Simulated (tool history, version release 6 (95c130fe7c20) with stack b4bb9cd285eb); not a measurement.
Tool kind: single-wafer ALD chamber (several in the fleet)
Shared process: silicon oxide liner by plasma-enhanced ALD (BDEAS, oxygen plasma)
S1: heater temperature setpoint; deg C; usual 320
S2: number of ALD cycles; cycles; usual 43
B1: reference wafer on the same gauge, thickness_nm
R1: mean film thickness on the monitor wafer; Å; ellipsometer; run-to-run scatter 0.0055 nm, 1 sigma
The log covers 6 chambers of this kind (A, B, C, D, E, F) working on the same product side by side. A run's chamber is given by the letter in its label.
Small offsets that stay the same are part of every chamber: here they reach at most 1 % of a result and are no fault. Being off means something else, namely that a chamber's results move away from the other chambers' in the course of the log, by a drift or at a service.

run	day	S1	S2	B1	R1
1C	0.179	320	43	4.2808	39.013
2A	0.354	320	43	4.2786	38.838
3F	0.508	320	43	4.2777	39.089
4B	0.671	320	43	4.2764	38.970
5D	0.796	320	43	4.2766	38.941
6E	0.962	320	43	4.2759	38.756
7F	1.125	320	43	4.2744	39.108
8E	1.312	320	43	4.2736	38.863
9A	1.400	320	43	4.2753	38.766
10B	1.596	320	43	4.2754	38.940
11C	1.688	320	43	4.2739	38.937
12D	1.808	320	43	4.2730	39.019
13E	1.917	311	43	4.2729	39.326
14A	2.071	311	43	4.2715	39.243
15F	2.204	311	43	4.2704	39.536
16D	2.375	311	43	4.2714	39.467
17B	2.488	311	43	4.2700	39.404
18C	2.625	311	43	4.2689	39.381
19E	2.817	320	43	4.2697	38.734
20D	2.950	315	36	4.2679	32.761
21A	3.062	315	36	4.2669	32.729
22F	3.175	315	36	4.2669	32.886
23B	3.317	315	36	4.2667	32.826
24C	3.492	315	36	4.2655	32.845
25E	3.638	315	36	4.2659	32.742
26F	3.742	320	43	4.2655	38.930
27A	3.846	320	43	4.2628	38.717
28B	4.025	320	43	4.2650	38.883
29C	4.196	320	43	4.2631	38.835
30D	4.292	320	43	4.2636	38.880
31F	4.383	320	43	4.2632	38.955
32C	4.508	320	43	4.2627	38.879
33A	4.700	311	46	4.2617	41.859
34E	4.896	311	46	4.2625	42.150
35D	5.042	311	46	4.2594	42.149
36B	5.217	311	46	4.2585	42.055
37E	5.304	311	46	4.2599	41.910
38D	5.471	311	46	4.2596	42.141
39B	5.658	320	43	4.2575	38.870
40C	5.825	320	43	4.2562	38.820
41F	5.958	308	39	4.2564	35.905
42A	6.125	308	39	4.2558	35.589

All 6 chambers run these settings next. Forecast each chamber's results:
43A	6.267	309	43		?
43B	6.267	309	43		?
43C	6.267	309	43		?
43D	6.267	309	43		?
43E	6.267	309	43		?
43F	6.267	309	43		?

run	R1
43A	39.268
43B	39.500
43C	39.540
43D	39.388
43E	39.227
43F	39.496

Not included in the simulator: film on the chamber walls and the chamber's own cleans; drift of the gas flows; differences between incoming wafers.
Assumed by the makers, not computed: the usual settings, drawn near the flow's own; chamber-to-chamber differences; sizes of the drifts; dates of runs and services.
